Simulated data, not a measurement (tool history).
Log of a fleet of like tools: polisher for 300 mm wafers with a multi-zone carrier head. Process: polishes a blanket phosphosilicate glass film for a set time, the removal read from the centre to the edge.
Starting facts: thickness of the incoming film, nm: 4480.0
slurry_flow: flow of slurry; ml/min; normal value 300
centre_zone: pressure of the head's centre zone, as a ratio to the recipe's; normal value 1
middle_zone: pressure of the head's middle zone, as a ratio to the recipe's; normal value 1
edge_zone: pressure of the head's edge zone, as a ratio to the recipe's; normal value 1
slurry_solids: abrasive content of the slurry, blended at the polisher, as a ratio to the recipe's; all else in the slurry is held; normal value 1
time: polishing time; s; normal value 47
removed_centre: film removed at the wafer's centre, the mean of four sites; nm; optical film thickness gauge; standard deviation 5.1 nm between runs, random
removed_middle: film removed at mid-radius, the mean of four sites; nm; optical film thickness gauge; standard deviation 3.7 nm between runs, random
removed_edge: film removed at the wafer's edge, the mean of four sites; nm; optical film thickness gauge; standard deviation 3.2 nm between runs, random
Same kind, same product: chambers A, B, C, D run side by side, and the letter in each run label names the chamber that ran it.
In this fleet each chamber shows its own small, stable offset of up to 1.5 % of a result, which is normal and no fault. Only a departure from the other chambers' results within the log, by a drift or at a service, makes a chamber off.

-- hour=8.2 chamber D: centre zone pressure recalibrated
run 1B hour=8.4 | slurry_flow=300 centre_zone=1 middle_zone=1 edge_zone=1 slurry_solids=1 time=47 | removed_centre=379.16 removed_middle=389 removed_edge=392.48
-- hour=11.3 chamber D: worn pad replaced by a new one
run 2C hour=20.2 | slurry_flow=300 centre_zone=1 middle_zone=1 edge_zone=1 slurry_solids=1 time=47 | removed_centre=378.73 removed_middle=379.65 removed_edge=383.55
run 3A hour=31.4 | slurry_flow=300 centre_zone=1 middle_zone=1 edge_zone=1 slurry_solids=1 time=47 | removed_centre=380.49 removed_middle=400.55 removed_edge=389.58
-- hour=37 chamber C: worn pad replaced by a new one
run 4D hour=42 | slurry_flow=300 centre_zone=1 middle_zone=1 edge_zone=1 slurry_solids=1 time=47 | removed_centre=381.18 removed_middle=381.82 removed_edge=388.14
run 5A hour=48.8 | slurry_flow=300 centre_zone=1 middle_zone=1 edge_zone=1 slurry_solids=1 time=47 | removed_centre=391.85 removed_middle=392 removed_edge=391.66
run 6B hour=56.4 | slurry_flow=300 centre_zone=1 middle_zone=1 edge_zone=1 slurry_solids=1 time=47 | removed_centre=388.87 removed_middle=389.03 removed_edge=386.65
-- hour=56.7 chamber A: worn pad replaced by a new one
-- hour=59 chamber B: worn pad replaced by a new one
run 7D hour=64.3 | slurry_flow=300 centre_zone=1 middle_zone=1 edge_zone=1 slurry_solids=1 time=47 | removed_centre=383.04 removed_middle=378.83 removed_edge=380.78
run 8C hour=76.8 | slurry_flow=300 centre_zone=1 middle_zone=1 edge_zone=1 slurry_solids=1 time=47 | removed_centre=383.9 removed_middle=382.84 removed_edge=388.87
run 9D hour=84.4 | slurry_flow=300 centre_zone=1 middle_zone=1 edge_zone=1 slurry_solids=1 time=47 | removed_centre=385.68 removed_middle=379.43 removed_edge=379.41
-- hour=88.1 chamber A: centre zone pressure recalibrated
-- hour=97.5 chamber D: worn pad replaced by a new one
run 10B hour=98.8 | slurry_flow=300 centre_zone=1 middle_zone=1 edge_zone=1 slurry_solids=1 time=47 | removed_centre=387.04 removed_middle=390.43 removed_edge=389.14
-- hour=102.1 chamber B: slurry nozzle cleaned
run 11A hour=107.4 | slurry_flow=300 centre_zone=1 middle_zone=1 edge_zone=1 slurry_solids=1 time=47 | removed_centre=390.74 removed_middle=395.39 removed_edge=383.78
-- hour=113.1 chamber C: worn pad replaced by a new one
run 12C hour=115.7 | slurry_flow=300 centre_zone=0.92 middle_zone=0.96 edge_zone=1 slurry_solids=1 time=47 | removed_centre=350.02 removed_middle=367.43 removed_edge=390.85
-- hour=125.4 chamber B: worn pad replaced by a new one
run 13C hour=126.4 | slurry_flow=300 centre_zone=0.92 middle_zone=0.96 edge_zone=1 slurry_solids=1 time=47 | removed_centre=345.84 removed_middle=370.34 removed_edge=380.68
run 14A hour=139.4 | slurry_flow=300 centre_zone=0.92 middle_zone=0.96 edge_zone=1 slurry_solids=1 time=47 | removed_centre=355.56 removed_middle=374.47 removed_edge=381.96
-- hour=145.3 chamber A: worn pad replaced by a new one
run 15B hour=150.1 | slurry_flow=300 centre_zone=0.92 middle_zone=0.96 edge_zone=1 slurry_solids=1 time=47 | removed_centre=354.38 removed_middle=375.85 removed_edge=387.47
run 16D hour=158.7 | slurry_flow=300 centre_zone=1 middle_zone=1 edge_zone=1 slurry_solids=1 time=47 | removed_centre=384.64 removed_middle=390.69 removed_edge=380.92
-- hour=169.2 chamber C: centre zone pressure recalibrated
run 17B hour=169.8 | slurry_flow=245 centre_zone=1 middle_zone=1 edge_zone=1 slurry_solids=1 time=47 | removed_centre=384.1 removed_middle=390.85 removed_edge=384.37
-- hour=175.3 chamber D: worn pad replaced by a new one
run 18D hour=182.5 | slurry_flow=245 centre_zone=1 middle_zone=1 edge_zone=1 slurry_solids=1 time=47 | removed_centre=371.95 removed_middle=376.02 removed_edge=377.09
-- hour=189.6 chamber C: worn pad replaced by a new one
run 19C hour=192.8 | slurry_flow=245 centre_zone=1 middle_zone=1 edge_zone=1 slurry_solids=1 time=47 | removed_centre=329.5 removed_middle=373.35 removed_edge=379.28
run 20A hour=200.4 | slurry_flow=245 centre_zone=1 middle_zone=1 edge_zone=1 slurry_solids=1 time=47 | removed_centre=374.77 removed_middle=388.13 removed_edge=378.66
-- hour=205.4 chamber B: worn pad replaced by a new one
run 21D hour=210.3 | slurry_flow=300 centre_zone=1 middle_zone=1 edge_zone=1.08 slurry_solids=1 time=33 | removed_centre=259.3 removed_middle=267.45 removed_edge=279.94
run 22B hour=223.9 | slurry_flow=300 centre_zone=1 middle_zone=1 edge_zone=1.08 slurry_solids=1 time=33 | removed_centre=276.6 removed_middle=274.52 removed_edge=282.63
run 23C hour=231.7 | slurry_flow=300 centre_zone=1 middle_zone=1 edge_zone=1.08 slurry_solids=1 time=33 | removed_centre=234.98 removed_middle=267.43 removed_edge=282.88
run 24A hour=243.5 | slurry_flow=300 centre_zone=1 middle_zone=1 edge_zone=1.08 slurry_solids=1 time=33 | removed_centre=266.46 removed_middle=273.86 removed_edge=280.04
run 25B hour=250.5 | slurry_flow=300 centre_zone=1 middle_zone=1 edge_zone=1 slurry_solids=1 time=47 | removed_centre=377.34 removed_middle=387.94 removed_edge=392.35
-- hour=253.6 chamber A: worn pad replaced by a new one
-- hour=259.2 chamber D: edge zone pressure recalibrated
-- hour=261.2 chamber D: worn pad replaced by a new one
run 26C hour=261.6 | slurry_flow=300 centre_zone=1 middle_zone=1 edge_zone=1 slurry_solids=1 time=47 | removed_centre=335.13 removed_middle=385.38 removed_edge=388.39
-- hour=266.1 chamber C: worn pad replaced by a new one
run 27A hour=268.1 | slurry_flow=300 centre_zone=1 middle_zone=1 edge_zone=1 slurry_solids=1 time=47 | removed_centre=381.28 removed_middle=395.9 removed_edge=385.85
run 28D hour=282.4 | slurry_flow=300 centre_zone=1 middle_zone=0.95 edge_zone=1 slurry_solids=0.75 time=47 | removed_centre=332.51 removed_middle=321.25 removed_edge=332.28
-- hour=285.8 chamber B: worn pad replaced by a new one
-- hour=292.2 chamber B: edge zone pressure recalibrated
run 29C hour=297 | slurry_flow=300 centre_zone=1 middle_zone=0.95 edge_zone=1 slurry_solids=0.75 time=47 | removed_centre=297.38 removed_middle=317.51 removed_edge=338.31
run 30B hour=311.2 | slurry_flow=300 centre_zone=1 middle_zone=0.95 edge_zone=1 slurry_solids=0.75 time=47 | removed_centre=339.23 removed_middle=319.95 removed_edge=337.35
run 31A hour=320 | slurry_flow=300 centre_zone=1 middle_zone=0.95 edge_zone=1 slurry_solids=0.75 time=47 | removed_centre=326.97 removed_middle=324.54 removed_edge=333.43
run 32D hour=328.8 | slurry_flow=300 centre_zone=1 middle_zone=1 edge_zone=1 slurry_solids=1 time=47 | removed_centre=373.12 removed_middle=387.84 removed_edge=381.13
run 33C hour=339.6 | slurry_flow=300 centre_zone=0.9 middle_zone=1 edge_zone=1 slurry_solids=0.8 time=47 | removed_centre=271.16 removed_middle=347.92 removed_edge=348.62
-- hour=340 chamber A: worn pad replaced by a new one
-- hour=343.1 chamber D: worn pad replaced by a new one
-- hour=345.9 chamber C: edge zone pressure recalibrated
run 34A hour=346 | slurry_flow=300 centre_zone=0.9 middle_zone=1 edge_zone=1 slurry_solids=0.8 time=47 | removed_centre=307.26 removed_middle=349.83 removed_edge=342.91
-- hour=350.8 chamber C: worn pad replaced by a new one
-- hour=351.7 chamber B: worn pad replaced by a new one
run 35B hour=357.2 | slurry_flow=300 centre_zone=0.9 middle_zone=1 edge_zone=1 slurry_solids=0.8 time=47 | removed_centre=307.6 removed_middle=351.57 removed_edge=349.89
run 36D hour=365.5 | slurry_flow=300 centre_zone=0.9 middle_zone=1 edge_zone=1 slurry_solids=0.8 time=47 | removed_centre=304.91 removed_middle=355.13 removed_edge=349.98
run 37C hour=374.9 | slurry_flow=225 centre_zone=1 middle_zone=1 edge_zone=1 slurry_solids=1.25 time=47 | removed_centre=359.21 removed_middle=408.4 removed_edge=417.71
run 38D hour=383.5 | slurry_flow=225 centre_zone=1 middle_zone=1 edge_zone=1 slurry_solids=1.25 time=47 | removed_centre=393.41 removed_middle=409.38 removed_edge=412.57

Read the log: is a single chamber off, either drifting away or since a service, is the gauge that measures every chamber drifting, or is nothing wrong beyond small per-chamber offsets? Name any odd chamber and what most likely caused it.

After it was serviced, chamber C no longer matches the other chambers.
Likeliest cause: centre zone's pressure below its setpoint, % = 10.7.

Here are 4 candidates for chamber C's next run, each the usual settings with a change, their results left as question marks. Which one brings its results back in line with what the others give on the usual settings?
Counts as in line when no further than this from what the other chambers average on the usual settings: removed_centre 18 nm; removed_middle 13 nm; removed_edge 11 nm
run 39C-1 hour=394 | slurry_flow=315 centre_zone=1.17 middle_zone=0.98 edge_zone=0.92 slurry_solids=1 time=49 | removed_centre=? removed_middle=? removed_edge=?
run 39C-2 hour=394 | slurry_flow=295 centre_zone=0.9 middle_zone=1.01 edge_zone=1.04 slurry_solids=1 time=46 | removed_centre=? removed_middle=? removed_edge=?
run 39C-3 hour=394 | slurry_flow=285 centre_zone=0.83 middle_zone=1.01 edge_zone=1.07 slurry_solids=1 time=46 | removed_centre=? removed_middle=? removed_edge=?
run 39C-4 hour=394 | slurry_flow=305 centre_zone=1.1 middle_zone=0.99 edge_zone=0.96 slurry_solids=1 time=48 | removed_centre=? removed_middle=? removed_edge=?

Usual-settings mean across the other chambers: removed_centre 383.59 nm; removed_middle 387.91 nm; removed_edge 385.99 nm
run=39C-1 removed_centre=421.99 removed_middle=395.77 removed_edge=389.64
run=39C-2 removed_centre=293.65 removed_middle=380.03 removed_edge=387.64
run=39C-3 removed_centre=266.73 removed_middle=378.81 removed_edge=392.52
run=39C-4 removed_centre=384.91 removed_middle=390.25 removed_edge=389.04
It is 39C-4 that realigns the chamber with its peers.

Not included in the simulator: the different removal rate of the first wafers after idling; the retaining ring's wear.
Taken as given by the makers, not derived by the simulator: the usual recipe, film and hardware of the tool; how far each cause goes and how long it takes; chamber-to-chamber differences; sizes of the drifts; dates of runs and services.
